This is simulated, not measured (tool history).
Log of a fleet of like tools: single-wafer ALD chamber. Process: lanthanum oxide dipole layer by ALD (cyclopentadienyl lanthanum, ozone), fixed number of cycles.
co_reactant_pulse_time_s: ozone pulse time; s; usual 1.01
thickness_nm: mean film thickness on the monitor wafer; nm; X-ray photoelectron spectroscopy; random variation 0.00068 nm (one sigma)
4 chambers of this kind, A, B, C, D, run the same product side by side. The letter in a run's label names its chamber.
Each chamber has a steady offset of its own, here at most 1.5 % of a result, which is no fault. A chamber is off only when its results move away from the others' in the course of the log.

| run | hour | co_reactant_pulse_time_s | read-back reference wafer on the same gauge, thickness_nm | thickness_nm |
|---|---|---|---|---|
| 1A | 8.2 | 1.01 | 0.49002 | 0.50729 |
| 2D | 16.1 | 1.01 | 0.49018 | 0.50354 |
| 3B | 22.5 | 1.01 | 0.49041 | 0.50340 |
| 4C | 30.8 | 1.01 | 0.49026 | 0.50219 |
| 5B | 39.5 | 1.01 | 0.49038 | 0.50213 |
| 6D | 46.5 | 1.01 | 0.49080 | 0.50212 |
| 7A | 56.9 | 1.29 | 0.49082 | 0.54234 |
| 8C | 67.0 | 1.29 | 0.49086 | 0.53548 |
| 9A | 73.5 | 1.29 | 0.49092 | 0.54194 |
| 10C | 81.8 | 1.29 | 0.49122 | 0.53364 |
| 11D | 88.2 | 1.01 | 0.49084 | 0.50454 |
|  | 94.8 | chamber C: ozone generator serviced |
| 12B | 97.2 | 1.01 | 0.49132 | 0.50424 |
| 13B | 107.8 | 1.01 | 0.49136 | 0.50369 |
| 14A | 114.3 | 1.01 | 0.49142 | 0.50843 |
| 15C | 123.9 | 1.01 | 0.49154 | 0.50298 |
| 16D | 129.4 | 1.01 | 0.49160 | 0.50242 |
| 17D | 136.2 | 1.01 | 0.49188 | 0.50370 |
| 18B | 144.2 | 1.01 | 0.49184 | 0.50366 |
| 19C | 154.2 | 1.01 | 0.49185 | 0.50190 |
| 20A | 162.6 | 1.01 | 0.49199 | 0.51155 |
| 21D | 173.4 | 1.34 | 0.49229 | 0.54112 |
| 22A | 178.2 | 1.34 | 0.49223 | 0.54792 |
| 23B | 183.6 | 1.34 | 0.49222 | 0.54297 |
| 24C | 189.1 | 1.34 | 0.49230 | 0.53947 |
| 25A | 198.1 | 1.01 | 0.49238 | 0.51051 |
| 26D | 203.6 | 1.01 | 0.49257 | 0.50293 |
| 27B | 212.6 | 1.01 | 0.49281 | 0.50485 |

Next, every chamber runs the same settings. What will each give?
| 28A | 220.5 | 1.01 |  | ? |
| 28B | 220.5 | 1.01 |  | ? |
| 28C | 220.5 | 1.01 |  | ? |
| 28D | 220.5 | 1.01 |  | ? |

| run | thickness_nm |
|---|---|
| 28A | 0.51077 |
| 28B | 0.50613 |
| 28C | 0.50238 |
| 28D | 0.50488 |

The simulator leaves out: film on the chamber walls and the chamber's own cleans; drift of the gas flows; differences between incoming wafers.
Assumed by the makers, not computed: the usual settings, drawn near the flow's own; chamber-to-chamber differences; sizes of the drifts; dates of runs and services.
